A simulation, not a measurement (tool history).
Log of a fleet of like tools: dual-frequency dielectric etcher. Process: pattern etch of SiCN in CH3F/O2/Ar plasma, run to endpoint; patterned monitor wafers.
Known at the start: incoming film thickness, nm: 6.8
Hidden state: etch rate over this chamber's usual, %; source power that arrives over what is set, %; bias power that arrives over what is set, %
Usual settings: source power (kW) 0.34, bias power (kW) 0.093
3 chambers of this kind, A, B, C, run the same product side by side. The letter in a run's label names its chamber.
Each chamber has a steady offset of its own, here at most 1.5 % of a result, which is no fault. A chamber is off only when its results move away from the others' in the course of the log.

run	hour	source power (kW)	bias power (kW)	hours since the last wet clean	hours since the last source power generator calibration	hours since the last bias power generator calibration	endpoint time (s)
1A	6.5	0.34	0.093	255.4	2723.7	861.1	17.526
2B	18.4	0.34	0.093	254	2657	533.2	17.308
3C	27.6	0.34	0.093	122.8	1381.4	1195.4	17.421
4B	37.8	0.34	0.093	273.4	2676.4	552.6	17.321
5A	49	0.34	0.093	297.9	2766.2	903.6	17.385
6C	57.3	0.34	0.093	152.5	1411.1	1225.1	17.359
7A	68.6	0.34	0.093	317.5	2785.8	923.2	17.413
8B	80.3	0.34	0.093	315.9	2718.9	595.1	17.254
9C	89.6	0.34	0.093	184.8	1443.4	1257.4	17.413
10B	98.3	0.34	0.093	333.9	2736.9	613.1	17.239
11C	107.4	0.34	0.093	202.6	1461.2	1275.2	17.198
12A	114.2	0.34	0.093	363.1	2831.4	968.8	17.49
13B	122.6	0.34	0.093	358.2	2761.2	637.4	17.382
14A	131.5	0.34	0.093	380.4	2848.7	986.1	17.444
15C	142.1	0.34	0.093	237.3	1495.9	1309.9	17.125
16C	148.3	0.34	0.093	243.5	1502.1	1316.1	16.939
17A	158.9	0.34	0.093	407.8	2876.1	1013.5	17.438
# hour 161.2: chamber A: source power generator calibrated
18B	166.5	0.34	0.093	402.1	2805.1	681.3	17.364
19B	175.7	0.34	0.093	411.3	2814.3	690.5	17.39
20A	183.5	0.34	0.093	432.4	22.3	1038.1	17.577
21C	189.8	0.34	0.093	285	1543.6	1357.6	16.968
22A	201	0.34	0.093	449.9	39.8	1055.6	17.479

What goes on in this fleet: one chamber off, a drifting gauge, or nothing beyond the chambers' own small offsets? Name the chamber and the cause, if any.

Chamber C drifts away from the others.
Cause: etch rate over this chamber's usual, % = 3.45.

Here are 4 candidates for chamber C's next run, each the usual settings with a change, their results left as question marks. Which one brings its results back in line with what the others give on the usual settings?
In line means no further than this from the other chambers' mean on the usual settings: endpoint time (s) 0.22
23C-1	210.2	0.36	0.098				?
23C-2	210.2	0.34	0.084				?
23C-3	210.2	0.35	0.093				?
23C-4	210.2	0.33	0.093				?

The other chambers' mean on the usual settings: endpoint time (s) 17.424
run	endpoint time (s)
23C-1	16.137
23C-2	17.45
23C-3	16.628
23C-4	16.998
23C-2 brings the chamber back in line.
